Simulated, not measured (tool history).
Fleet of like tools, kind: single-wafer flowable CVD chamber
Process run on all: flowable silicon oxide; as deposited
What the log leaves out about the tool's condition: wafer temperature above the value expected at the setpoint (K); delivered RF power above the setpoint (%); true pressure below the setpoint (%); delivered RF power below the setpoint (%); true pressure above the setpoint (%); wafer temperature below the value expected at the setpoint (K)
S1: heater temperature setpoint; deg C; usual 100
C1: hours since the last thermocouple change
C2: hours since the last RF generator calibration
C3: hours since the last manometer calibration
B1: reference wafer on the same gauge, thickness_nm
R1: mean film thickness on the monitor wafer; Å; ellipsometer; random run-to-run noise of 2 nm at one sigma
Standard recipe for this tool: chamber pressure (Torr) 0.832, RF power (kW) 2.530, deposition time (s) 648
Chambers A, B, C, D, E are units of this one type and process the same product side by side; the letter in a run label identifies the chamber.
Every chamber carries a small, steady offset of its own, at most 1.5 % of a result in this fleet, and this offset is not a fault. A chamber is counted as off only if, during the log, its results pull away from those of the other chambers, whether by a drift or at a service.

run 1B hour=13.6 | S1=100 chamber_pressure_(Torr)=0.832 RF_power_(kW)=2.530 deposition_time_(s)=648 | C1=2178.8 C2=599.1 C3=1032.7 | B1=474.01 | R1=4273.6
run 2A hour=26.7 | S1=100 chamber_pressure_(Torr)=0.832 RF_power_(kW)=2.530 deposition_time_(s)=648 | C1=2006.1 C2=408.3 C3=1014.8 | B1=474.32 | R1=4330.1
run 3D hour=33.0 | S1=100 chamber_pressure_(Torr)=0.832 RF_power_(kW)=2.530 deposition_time_(s)=648 | C1=877.8 C2=678.0 C3=2145.5 | B1=474.39 | R1=4280.5
run 4E hour=45.7 | S1=100 chamber_pressure_(Torr)=0.832 RF_power_(kW)=2.530 deposition_time_(s)=648 | C1=581.4 C2=1135.8 C3=834.3 | B1=473.68 | R1=4292.1
run 5C hour=52.3 | S1=100 chamber_pressure_(Torr)=0.832 RF_power_(kW)=2.530 deposition_time_(s)=648 | C1=786.9 C2=257.8 C3=769.5 | B1=473.60 | R1=4257.4
run 6E hour=60.9 | S1=100 chamber_pressure_(Torr)=0.832 RF_power_(kW)=2.530 deposition_time_(s)=648 | C1=596.6 C2=1151.0 C3=849.5 | B1=474.57 | R1=4375.6
run 7D hour=68.6 | S1=100 chamber_pressure_(Torr)=0.832 RF_power_(kW)=2.530 deposition_time_(s)=648 | C1=913.4 C2=713.6 C3=2181.1 | B1=473.91 | R1=4292.9
run 8B hour=75.5 | S1=100 chamber_pressure_(Torr)=0.832 RF_power_(kW)=2.530 deposition_time_(s)=528 | C1=2240.7 C2=661.0 C3=1094.6 | B1=473.82 | R1=3470.1
run 9A hour=84.8 | S1=100 chamber_pressure_(Torr)=0.832 RF_power_(kW)=2.530 deposition_time_(s)=528 | C1=2064.2 C2=466.4 C3=1072.9 | B1=473.77 | R1=3498.2
run 10C hour=96.6 | S1=100 chamber_pressure_(Torr)=0.832 RF_power_(kW)=2.530 deposition_time_(s)=528 | C1=831.2 C2=302.1 C3=813.8 | B1=473.92 | R1=3453.0
-- hour=102.3 chamber B: thermocouple changed; heater temperature recalibrated
run 11C hour=110.2 | S1=100 chamber_pressure_(Torr)=0.832 RF_power_(kW)=2.530 deposition_time_(s)=528 | C1=844.8 C2=315.7 C3=827.4 | B1=473.77 | R1=3501.5
run 12D hour=119.3 | S1=100 chamber_pressure_(Torr)=0.832 RF_power_(kW)=2.530 deposition_time_(s)=528 | C1=964.1 C2=764.3 C3=2231.8 | B1=473.72 | R1=3487.6
run 13A hour=126.3 | S1=100 chamber_pressure_(Torr)=0.832 RF_power_(kW)=2.530 deposition_time_(s)=648 | C1=2105.7 C2=507.9 C3=1114.4 | B1=473.81 | R1=4295.1
run 14B hour=133.1 | S1=100 chamber_pressure_(Torr)=0.832 RF_power_(kW)=2.530 deposition_time_(s)=648 | C1=30.8 C2=718.6 C3=1152.2 | B1=473.56 | R1=4273.6
run 15E hour=147.1 | S1=100 chamber_pressure_(Torr)=0.832 RF_power_(kW)=2.530 deposition_time_(s)=648 | C1=682.8 C2=1237.2 C3=935.7 | B1=473.84 | R1=4350.4
run 16B hour=159.0 | S1=100 chamber_pressure_(Torr)=0.832 RF_power_(kW)=2.210 deposition_time_(s)=648 | C1=56.7 C2=744.5 C3=1178.1 | B1=473.40 | R1=4181.6
run 17E hour=171.4 | S1=100 chamber_pressure_(Torr)=0.832 RF_power_(kW)=2.210 deposition_time_(s)=648 | C1=707.1 C2=1261.5 C3=960.0 | B1=474.19 | R1=4286.9
run 18D hour=184.7 | S1=100 chamber_pressure_(Torr)=0.832 RF_power_(kW)=2.210 deposition_time_(s)=648 | C1=1029.5 C2=829.7 C3=2297.2 | B1=474.48 | R1=4233.1
run 19A hour=192.7 | S1=100 chamber_pressure_(Torr)=0.832 RF_power_(kW)=2.210 deposition_time_(s)=648 | C1=2172.1 C2=574.3 C3=1180.8 | B1=474.19 | R1=4252.8
run 20C hour=205.4 | S1=100 chamber_pressure_(Torr)=0.832 RF_power_(kW)=2.210 deposition_time_(s)=648 | C1=940.0 C2=410.9 C3=922.6 | B1=474.01 | R1=4204.0
run 21D hour=214.0 | S1=100 chamber_pressure_(Torr)=0.832 RF_power_(kW)=2.530 deposition_time_(s)=648 | C1=1058.8 C2=859.0 C3=2326.5 | B1=473.62 | R1=4319.3
run 22C hour=224.1 | S1=100 chamber_pressure_(Torr)=0.832 RF_power_(kW)=2.530 deposition_time_(s)=648 | C1=958.7 C2=429.6 C3=941.3 | B1=474.31 | R1=4279.8
run 23E hour=232.1 | S1=100 chamber_pressure_(Torr)=0.832 RF_power_(kW)=2.530 deposition_time_(s)=648 | C1=767.8 C2=1322.2 C3=1020.7 | B1=474.33 | R1=4368.6
-- hour=233.1 chamber E: capacitance manometer re-zeroed and calibrated
run 24A hour=242.0 | S1=100 chamber_pressure_(Torr)=0.832 RF_power_(kW)=2.530 deposition_time_(s)=648 | C1=2221.4 C2=623.6 C3=1230.1 | B1=474.59 | R1=4310.0
run 25B hour=249.5 | S1=100 chamber_pressure_(Torr)=0.832 RF_power_(kW)=2.530 deposition_time_(s)=648 | C1=147.2 C2=835.0 C3=1268.6 | B1=473.92 | R1=4251.1
run 26C hour=262.7 | S1=100 chamber_pressure_(Torr)=0.832 RF_power_(kW)=2.530 deposition_time_(s)=648 | C1=997.3 C2=468.2 C3=979.9 | B1=473.94 | R1=4264.9
run 27D hour=272.2 | S1=100 chamber_pressure_(Torr)=0.832 RF_power_(kW)=2.530 deposition_time_(s)=648 | C1=1117.0 C2=917.2 C3=2384.7 | B1=473.78 | R1=4266.8
run 28E hour=283.5 | S1=100 chamber_pressure_(Torr)=0.832 RF_power_(kW)=2.530 deposition_time_(s)=648 | C1=819.2 C2=1373.6 C3=50.5 | B1=474.11 | R1=4542.7
run 29A hour=290.6 | S1=90 chamber_pressure_(Torr)=0.832 RF_power_(kW)=2.530 deposition_time_(s)=648 | C1=2270.0 C2=672.2 C3=1278.7 | B1=473.82 | R1=6007.6
run 30B hour=297.6 | S1=90 chamber_pressure_(Torr)=0.832 RF_power_(kW)=2.530 deposition_time_(s)=648 | C1=195.3 C2=883.1 C3=1316.7 | B1=474.69 | R1=5938.6
run 31B hour=309.1 | S1=90 chamber_pressure_(Torr)=0.832 RF_power_(kW)=2.530 deposition_time_(s)=648 | C1=206.8 C2=894.6 C3=1328.2 | B1=473.73 | R1=5870.0
-- hour=310.4 chamber A: thermocouple changed; heater temperature recalibrated
run 32A hour=320.0 | S1=90 chamber_pressure_(Torr)=0.832 RF_power_(kW)=2.530 deposition_time_(s)=648 | C1=9.7 C2=701.6 C3=1308.1 | B1=474.64 | R1=5969.0
-- hour=325.2 chamber C: capacitance manometer re-zeroed and calibrated
run 33D hour=330.7 | S1=90 chamber_pressure_(Torr)=0.832 RF_power_(kW)=2.530 deposition_time_(s)=648 | C1=1175.5 C2=975.7 C3=2443.2 | B1=473.99 | R1=6001.5
run 34E hour=344.3 | S1=100 chamber_pressure_(Torr)=0.832 RF_power_(kW)=2.530 deposition_time_(s)=648 | C1=880.0 C2=1434.4 C3=111.3 | B1=473.93 | R1=4531.0
run 35C hour=351.1 | S1=100 chamber_pressure_(Torr)=0.832 RF_power_(kW)=2.530 deposition_time_(s)=648 | C1=1085.7 C2=556.6 C3=26.0 | B1=473.89 | R1=4262.3
run 36D hour=357.6 | S1=100 chamber_pressure_(Torr)=0.832 RF_power_(kW)=2.530 deposition_time_(s)=648 | C1=1202.4 C2=1002.6 C3=2470.1 | B1=473.82 | R1=4290.7
run 37C hour=367.7 | S1=100 chamber_pressure_(Torr)=0.832 RF_power_(kW)=2.530 deposition_time_(s)=648 | C1=1102.3 C2=573.2 C3=42.6 | B1=474.26 | R1=4302.2
-- hour=370.5 chamber E: thermocouple changed; heater temperature recalibrated
run 38E hour=374.8 | S1=100 chamber_pressure_(Torr)=0.832 RF_power_(kW)=2.530 deposition_time_(s)=648 | C1=4.4 C2=1464.9 C3=141.8 | B1=473.97 | R1=4520.4
run 39B hour=385.0 | S1=100 chamber_pressure_(Torr)=0.832 RF_power_(kW)=2.530 deposition_time_(s)=648 | C1=282.7 C2=970.5 C3=1404.1 | B1=473.62 | R1=4276.7
run 40A hour=397.4 | S1=100 chamber_pressure_(Torr)=0.832 RF_power_(kW)=2.530 deposition_time_(s)=648 | C1=87.1 C2=779.0 C3=1385.5 | B1=473.28 | R1=4329.5
run 41E hour=405.6 | S1=100 chamber_pressure_(Torr)=0.685 RF_power_(kW)=2.530 deposition_time_(s)=553 | C1=35.2 C2=1495.7 C3=172.6 | B1=473.67 | R1=2977.4
run 42D hour=417.4 | S1=100 chamber_pressure_(Torr)=0.685 RF_power_(kW)=2.530 deposition_time_(s)=553 | C1=1262.2 C2=1062.4 C3=2529.9 | B1=473.88 | R1=2822.7

The same settings go to every chamber for the next run, one line per chamber below. Forecast the results for each:
run 43A hour=427.5 | S1=100 chamber_pressure_(Torr)=0.832 RF_power_(kW)=2.530 deposition_time_(s)=648 | R1=?
run 43B hour=427.5 | S1=100 chamber_pressure_(Torr)=0.832 RF_power_(kW)=2.530 deposition_time_(s)=648 | R1=?
run 43C hour=427.5 | S1=100 chamber_pressure_(Torr)=0.832 RF_power_(kW)=2.530 deposition_time_(s)=648 | R1=?
run 43D hour=427.5 | S1=100 chamber_pressure_(Torr)=0.832 RF_power_(kW)=2.530 deposition_time_(s)=648 | R1=?
run 43E hour=427.5 | S1=100 chamber_pressure_(Torr)=0.832 RF_power_(kW)=2.530 deposition_time_(s)=648 | R1=?

run=43A R1=4312.7
run=43B R1=4249.4
run=43C R1=4293.6
run=43D R1=4300.8
run=43E R1=4477.4

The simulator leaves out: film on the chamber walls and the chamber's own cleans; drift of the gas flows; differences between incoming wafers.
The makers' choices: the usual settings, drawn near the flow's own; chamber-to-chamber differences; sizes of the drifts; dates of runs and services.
